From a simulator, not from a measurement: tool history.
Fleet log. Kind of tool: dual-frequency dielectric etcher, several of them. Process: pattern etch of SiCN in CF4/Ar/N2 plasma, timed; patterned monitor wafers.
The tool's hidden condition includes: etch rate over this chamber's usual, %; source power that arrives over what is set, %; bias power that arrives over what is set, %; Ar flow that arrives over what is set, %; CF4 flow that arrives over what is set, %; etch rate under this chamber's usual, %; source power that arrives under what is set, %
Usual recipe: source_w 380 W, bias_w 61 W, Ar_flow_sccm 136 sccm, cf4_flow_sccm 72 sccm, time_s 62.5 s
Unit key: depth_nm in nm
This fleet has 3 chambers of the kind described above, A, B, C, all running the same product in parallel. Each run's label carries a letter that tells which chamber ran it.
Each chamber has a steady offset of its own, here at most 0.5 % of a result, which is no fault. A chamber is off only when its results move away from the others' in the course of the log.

run   hour  source_w  bias_w  Ar_flow_sccm  cf4_flow_sccm  time_s  hours since the last wet clean  hours since the last source power generator calibration  hours since the last bias power generator calibration  hours since the last Ar flow controller change  hours since the last CF4 flow controller change  read-back reference wafer on the same gauge, depth_nm  depth_nm
       7.2  -- chamber B: wet clean of the chamber
 1A    7.2       380      61           136             72    62.5                           237.8                                                   4114.5                                                  777.4                                          1199.2                                           3284.7                                                 34.815    41.882
 2C   14.2       380      61           136             72    62.5                           452.7                                                    766.9                                                 3124.4                                           830.9                                           2000.3                                                 34.789    41.931
 3B   22.6       380      61           136             72    62.5                            15.5                                                   3916.1                                                 2258.3                                          2063.7                                           3272.3                                                 34.849    41.902
 4A   31.3       380      61           136             72    62.5                           261.9                                                   4138.6                                                  801.5                                          1223.3                                           3308.8                                                 34.772    42.470
 5C   38.9       380      61           136             72    62.5                           477.4                                                    791.6                                                 3149.1                                           855.6                                           2025.0                                                 34.804    42.024
      49.6  -- chamber C: wet clean of the chamber
 6B   49.9       380      61           136             72    62.5                            42.8                                                   3943.4                                                 2285.6                                          2091.0                                           3299.6                                                 34.785    42.084
 7A   56.2       380      61           136             72    62.5                           286.8                                                   4163.5                                                  826.4                                          1248.2                                           3333.7                                                 34.792    42.244
 8C   65.5       380      61           136             72    62.5                            15.9                                                    818.2                                                 3175.7                                           882.2                                           2051.6                                                 34.803    43.084
 9B   70.5       470      61           136             72    44.0                            63.4                                                   3964.0                                                 2306.2                                          2111.6                                           3320.2                                                 34.805    35.479
10C   75.6       470      61           136             72    44.0                            26.0                                                    828.3                                                 3185.8                                           892.3                                           2061.7                                                 34.779    36.664
11A   82.4       470      61           136             72    44.0                           313.0                                                   4189.7                                                  852.6                                          1274.4                                           3359.9                                                 34.789    35.410
12B   88.4       380      61           136             72    62.5                            81.3                                                   3981.9                                                 2324.1                                          2129.5                                           3338.1                                                 34.773    41.338
13C   96.5       380      61           136             72    62.5                            46.9                                                    849.2                                                 3206.7                                           913.2                                           2082.6                                                 34.817    43.501
14B  104.9       380      61           136             72    62.5                            97.8                                                   3998.4                                                 2340.6                                          2146.0                                           3354.6                                                 34.806    41.404
15A  114.5       380      61           136             72    62.5                           345.1                                                   4221.8                                                  884.7                                          1306.5                                           3392.0                                                 34.727    42.573
16C  121.4       380      61           136             72    62.5                            71.8                                                    874.1                                                 3231.6                                           938.1                                           2107.5                                                 34.820    42.838
17B  130.7       380      61           136             72    62.5                           123.6                                                   4024.2                                                 2366.4                                          2171.8                                           3380.4                                                 34.793    41.466
18A  137.3       380      61           136             72    62.5                           367.9                                                   4244.6                                                  907.5                                          1329.3                                           3414.8                                                 34.805    42.217
19A  147.7       380      61           136             72    62.5                           378.3                                                   4255.0                                                  917.9                                          1339.7                                           3425.2                                                 34.801    41.938
20C  155.5       380      61           136             72    62.5                           105.9                                                    908.2                                                 3265.7                                           972.2                                           2141.6                                                 34.786    42.848
21B  164.7       380      61           136             72    62.5                           157.6                                                   4058.2                                                 2400.4                                          2205.8                                           3414.4                                                 34.768    41.417

Next, all 3 chambers run the settings below, one line each with question marks for the results. What does each chamber give?
22A  173.1       380      61           136             85    62.5                                                                                                                                                                                                                                                                                                                 ?
22B  173.1       380      61           136             85    62.5                                                                                                                                                                                                                                                                                                                 ?
22C  173.1       380      61           136             85    62.5                                                                                                                                                                                                                                                                                                                 ?

run  depth_nm
22A    43.460
22B    42.429
22C    44.576
